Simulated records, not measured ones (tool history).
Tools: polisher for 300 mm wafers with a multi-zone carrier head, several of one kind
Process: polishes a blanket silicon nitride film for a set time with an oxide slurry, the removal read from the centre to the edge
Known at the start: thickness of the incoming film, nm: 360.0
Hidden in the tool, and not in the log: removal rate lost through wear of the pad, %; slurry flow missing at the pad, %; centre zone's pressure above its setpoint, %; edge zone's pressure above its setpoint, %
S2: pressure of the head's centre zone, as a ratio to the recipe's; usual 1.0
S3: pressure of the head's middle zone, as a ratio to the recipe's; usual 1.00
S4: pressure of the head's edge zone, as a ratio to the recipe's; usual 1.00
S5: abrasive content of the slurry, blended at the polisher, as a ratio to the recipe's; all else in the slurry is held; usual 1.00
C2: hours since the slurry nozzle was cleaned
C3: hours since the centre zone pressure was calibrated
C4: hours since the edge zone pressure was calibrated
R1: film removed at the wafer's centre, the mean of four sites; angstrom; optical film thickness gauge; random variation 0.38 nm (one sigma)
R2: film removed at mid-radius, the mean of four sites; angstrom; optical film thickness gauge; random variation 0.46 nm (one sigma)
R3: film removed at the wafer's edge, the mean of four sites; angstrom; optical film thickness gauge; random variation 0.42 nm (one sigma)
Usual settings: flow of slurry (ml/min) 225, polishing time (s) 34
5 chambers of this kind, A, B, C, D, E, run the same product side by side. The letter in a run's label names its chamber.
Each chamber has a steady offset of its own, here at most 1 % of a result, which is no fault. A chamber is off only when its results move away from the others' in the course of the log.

run 1D hour=5.0 | flow_of_slurry_(ml/min)=225 S2=1.0 S3=1.00 S4=1.00 S5=1.00 polishing_time_(s)=34 | wafers_polished_on_this_pad=676 C2=140.9 C3=155.2 C4=584.1 | R1=335.43 R2=334.24 R3=334.51
run 2E hour=10.2 | flow_of_slurry_(ml/min)=225 S2=1.0 S3=1.00 S4=1.00 S5=1.00 polishing_time_(s)=34 | wafers_polished_on_this_pad=374 C2=566.6 C3=430.4 C4=545.4 | R1=338.77 R2=339.24 R3=343.53
run 3A hour=13.4 | flow_of_slurry_(ml/min)=225 S2=1.0 S3=1.00 S4=1.00 S5=1.00 polishing_time_(s)=34 | wafers_polished_on_this_pad=1099 C2=113.6 C3=363.9 C4=823.3 | R1=338.05 R2=339.91 R3=336.64
-- hour=13.6 chamber D: worn pad replaced by a new one
run 4B hour=19.3 | flow_of_slurry_(ml/min)=225 S2=1.0 S3=1.00 S4=1.00 S5=1.00 polishing_time_(s)=34 | wafers_polished_on_this_pad=777 C2=150.0 C3=396.2 C4=424.2 | R1=336.69 R2=347.10 R3=337.52
run 5C hour=25.3 | flow_of_slurry_(ml/min)=225 S2=1.0 S3=1.00 S4=1.00 S5=1.00 polishing_time_(s)=34 | wafers_polished_on_this_pad=275 C2=236.6 C3=354.8 C4=322.0 | R1=328.59 R2=330.78 R3=335.46
run 6A hour=29.9 | flow_of_slurry_(ml/min)=225 S2=1.0 S3=1.00 S4=1.00 S5=1.00 polishing_time_(s)=34 | wafers_polished_on_this_pad=1233 C2=130.1 C3=380.4 C4=839.8 | R1=348.66 R2=340.19 R3=339.98
-- hour=32.3 chamber A: worn pad replaced by a new one
-- hour=33.8 chamber B: worn pad replaced by a new one
run 7B hour=35.7 | flow_of_slurry_(ml/min)=225 S2=1.0 S3=1.00 S4=1.00 S5=1.00 polishing_time_(s)=34 | wafers_polished_on_this_pad=15 C2=166.4 C3=412.6 C4=440.6 | R1=338.09 R2=335.26 R3=342.26
run 8C hour=40.3 | flow_of_slurry_(ml/min)=225 S2=1.0 S3=1.00 S4=1.00 S5=1.00 polishing_time_(s)=34 | wafers_polished_on_this_pad=397 C2=251.6 C3=369.8 C4=337.0 | R1=339.70 R2=341.50 R3=341.12
run 9D hour=44.4 | flow_of_slurry_(ml/min)=225 S2=1.0 S3=1.00 S4=1.00 S5=1.00 polishing_time_(s)=34 | wafers_polished_on_this_pad=250 C2=180.3 C3=194.6 C4=623.5 | R1=332.53 R2=342.88 R3=338.57
run 10E hour=50.0 | flow_of_slurry_(ml/min)=225 S2=1.0 S3=1.00 S4=1.00 S5=1.00 polishing_time_(s)=34 | wafers_polished_on_this_pad=698 C2=606.4 C3=470.2 C4=585.2 | R1=342.40 R2=341.73 R3=334.11
run 11D hour=54.4 | flow_of_slurry_(ml/min)=225 S2=1.0 S3=1.00 S4=1.00 S5=1.00 polishing_time_(s)=34 | wafers_polished_on_this_pad=332 C2=190.3 C3=204.6 C4=633.5 | R1=339.64 R2=339.52 R3=341.13
-- hour=56.3 chamber A: centre zone pressure recalibrated
run 12B hour=58.4 | flow_of_slurry_(ml/min)=225 S2=1.0 S3=1.00 S4=1.09 S5=0.85 polishing_time_(s)=34 | wafers_polished_on_this_pad=200 C2=189.1 C3=435.3 C4=463.3 | R1=315.68 R2=323.66 R3=330.17
run 13E hour=63.2 | flow_of_slurry_(ml/min)=225 S2=1.0 S3=1.00 S4=1.09 S5=0.85 polishing_time_(s)=34 | wafers_polished_on_this_pad=805 C2=619.6 C3=483.4 C4=598.4 | R1=314.35 R2=317.27 R3=325.74
run 14C hour=69.0 | flow_of_slurry_(ml/min)=225 S2=1.0 S3=1.00 S4=1.09 S5=0.85 polishing_time_(s)=34 | wafers_polished_on_this_pad=631 C2=280.3 C3=398.5 C4=365.7 | R1=312.33 R2=320.35 R3=321.46
run 15A hour=73.2 | flow_of_slurry_(ml/min)=225 S2=1.0 S3=1.00 S4=1.09 S5=0.85 polishing_time_(s)=34 | wafers_polished_on_this_pad=333 C2=173.4 C3=16.9 C4=883.1 | R1=317.86 R2=313.90 R3=327.20
run 16C hour=79.0 | flow_of_slurry_(ml/min)=225 S2=1.0 S3=1.00 S4=1.09 S5=0.85 polishing_time_(s)=34 | wafers_polished_on_this_pad=712 C2=290.3 C3=408.5 C4=375.7 | R1=316.68 R2=320.26 R3=325.19
run 17D hour=83.7 | flow_of_slurry_(ml/min)=225 S2=1.0 S3=1.00 S4=1.00 S5=1.00 polishing_time_(s)=34 | wafers_polished_on_this_pad=570 C2=219.6 C3=233.9 C4=662.8 | R1=340.19 R2=339.63 R3=336.85
run 18B hour=87.9 | flow_of_slurry_(ml/min)=225 S2=1.0 S3=1.00 S4=1.00 S5=1.00 polishing_time_(s)=34 | wafers_polished_on_this_pad=440 C2=218.6 C3=464.8 C4=492.8 | R1=335.50 R2=336.75 R3=341.99
-- hour=91.6 chamber C: worn pad replaced by a new one
run 19A hour=92.5 | flow_of_slurry_(ml/min)=225 S2=0.9 S3=1.00 S4=1.00 S5=1.00 polishing_time_(s)=34 | wafers_polished_on_this_pad=490 C2=192.7 C3=36.2 C4=902.4 | R1=298.87 R2=341.79 R3=328.50
run 20E hour=97.1 | flow_of_slurry_(ml/min)=225 S2=0.9 S3=1.00 S4=1.00 S5=1.00 polishing_time_(s)=34 | wafers_polished_on_this_pad=1081 C2=653.5 C3=517.3 C4=632.3 | R1=295.05 R2=334.84 R3=332.98
run 21D hour=101.0 | flow_of_slurry_(ml/min)=225 S2=0.9 S3=1.00 S4=1.00 S5=1.00 polishing_time_(s)=34 | wafers_polished_on_this_pad=711 C2=236.9 C3=251.2 C4=680.1 | R1=299.65 R2=338.07 R3=336.04
-- hour=102.7 chamber E: centre zone pressure recalibrated
run 22C hour=103.8 | flow_of_slurry_(ml/min)=225 S2=0.9 S3=1.00 S4=1.00 S5=1.00 polishing_time_(s)=34 | wafers_polished_on_this_pad=99 C2=315.1 C3=433.3 C4=400.5 | R1=302.62 R2=334.45 R3=332.52
run 23B hour=109.1 | flow_of_slurry_(ml/min)=225 S2=0.9 S3=1.00 S4=1.00 S5=1.00 polishing_time_(s)=34 | wafers_polished_on_this_pad=612 C2=239.8 C3=486.0 C4=514.0 | R1=302.60 R2=346.88 R3=339.13
run 24E hour=112.3 | flow_of_slurry_(ml/min)=225 S2=1.0 S3=1.00 S4=1.00 S5=1.00 polishing_time_(s)=34 | wafers_polished_on_this_pad=1205 C2=668.7 C3=9.7 C4=647.5 | R1=326.58 R2=330.00 R3=325.27
run 25A hour=116.3 | flow_of_slurry_(ml/min)=225 S2=1.0 S3=1.00 S4=1.00 S5=1.00 polishing_time_(s)=34 | wafers_polished_on_this_pad=684 C2=216.5 C3=60.0 C4=926.2 | R1=340.84 R2=330.09 R3=340.24
run 26B hour=121.8 | flow_of_slurry_(ml/min)=225 S2=1.0 S3=1.00 S4=1.00 S5=1.00 polishing_time_(s)=34 | wafers_polished_on_this_pad=716 C2=252.5 C3=498.7 C4=526.7 | R1=338.44 R2=340.08 R3=338.99
run 27D hour=125.5 | flow_of_slurry_(ml/min)=225 S2=1.0 S3=1.00 S4=1.00 S5=1.00 polishing_time_(s)=34 | wafers_polished_on_this_pad=911 C2=261.4 C3=275.7 C4=704.6 | R1=335.86 R2=338.64 R3=333.49
-- hour=128.9 chamber D: worn pad replaced by a new one
run 28E hour=128.9 | flow_of_slurry_(ml/min)=225 S2=1.0 S3=1.00 S4=1.00 S5=1.00 polishing_time_(s)=34 | wafers_polished_on_this_pad=1340 C2=685.3 C3=26.3 C4=664.1 | R1=324.39 R2=322.96 R3=325.60
run 29C hour=133.5 | flow_of_slurry_(ml/min)=225 S2=1.0 S3=1.00 S4=1.00 S5=1.00 polishing_time_(s)=34 | wafers_polished_on_this_pad=341 C2=344.8 C3=463.0 C4=430.2 | R1=338.66 R2=344.47 R3=334.76
run 30A hour=136.7 | flow_of_slurry_(ml/min)=225 S2=1.0 S3=1.00 S4=1.00 S5=1.00 polishing_time_(s)=34 | wafers_polished_on_this_pad=850 C2=236.9 C3=80.4 C4=946.6 | R1=340.45 R2=347.76 R3=335.49
run 31C hour=142.7 | flow_of_slurry_(ml/min)=225 S2=1.0 S3=0.92 S4=1.00 S5=1.00 polishing_time_(s)=41 | wafers_polished_on_this_pad=416 C2=354.0 C3=472.2 C4=439.4 | R1=413.86 R2=379.62 R3=399.15
-- hour=143.0 chamber B: worn pad replaced by a new one
run 32D hour=148.9 | flow_of_slurry_(ml/min)=225 S2=1.0 S3=0.92 S4=1.00 S5=1.00 polishing_time_(s)=41 | wafers_polished_on_this_pad=163 C2=284.8 C3=299.1 C4=728.0 | R1=402.81 R2=383.82 R3=408.86
run 33E hour=153.1 | flow_of_slurry_(ml/min)=225 S2=1.0 S3=0.92 S4=1.00 S5=1.00 polishing_time_(s)=41 | wafers_polished_on_this_pad=1537 C2=709.5 C3=50.5 C4=688.3 | R1=386.29 R2=356.13 R3=388.50
run 34A hour=156.8 | flow_of_slurry_(ml/min)=225 S2=1.0 S3=0.92 S4=1.00 S5=1.00 polishing_time_(s)=41 | wafers_polished_on_this_pad=1013 C2=257.0 C3=100.5 C4=966.7 | R1=412.78 R2=374.01 R3=408.02
run 35B hour=161.2 | flow_of_slurry_(ml/min)=225 S2=1.0 S3=0.92 S4=1.00 S5=1.00 polishing_time_(s)=41 | wafers_polished_on_this_pad=148 C2=291.9 C3=538.1 C4=566.1 | R1=402.42 R2=375.80 R3=410.14
run 36C hour=167.5 | flow_of_slurry_(ml/min)=225 S2=1.0 S3=1.00 S4=1.00 S5=1.00 polishing_time_(s)=34 | wafers_polished_on_this_pad=618 C2=378.8 C3=497.0 C4=464.2 | R1=336.47 R2=332.04 R3=335.96

All 5 chambers run these settings next. Forecast each chamber's results:
run 37A hour=172.0 | flow_of_slurry_(ml/min)=225 S2=1.0 S3=1.00 S4=1.00 S5=1.00 polishing_time_(s)=46 | R1=? R2=? R3=?
run 37B hour=172.0 | flow_of_slurry_(ml/min)=225 S2=1.0 S3=1.00 S4=1.00 S5=1.00 polishing_time_(s)=46 | R1=? R2=? R3=?
run 37C hour=172.0 | flow_of_slurry_(ml/min)=225 S2=1.0 S3=1.00 S4=1.00 S5=1.00 polishing_time_(s)=46 | R1=? R2=? R3=?
run 37D hour=172.0 | flow_of_slurry_(ml/min)=225 S2=1.0 S3=1.00 S4=1.00 S5=1.00 polishing_time_(s)=46 | R1=? R2=? R3=?
run 37E hour=172.0 | flow_of_slurry_(ml/min)=225 S2=1.0 S3=1.00 S4=1.00 S5=1.00 polishing_time_(s)=46 | R1=? R2=? R3=?

run=37A R1=457.61 R2=470.58 R3=453.14
run=37B R1=455.03 R2=465.93 R3=459.50
run=37C R1=459.95 R2=450.19 R3=451.52
run=37D R1=450.65 R2=459.46 R3=452.90
run=37E R1=427.49 R2=426.63 R3=441.80

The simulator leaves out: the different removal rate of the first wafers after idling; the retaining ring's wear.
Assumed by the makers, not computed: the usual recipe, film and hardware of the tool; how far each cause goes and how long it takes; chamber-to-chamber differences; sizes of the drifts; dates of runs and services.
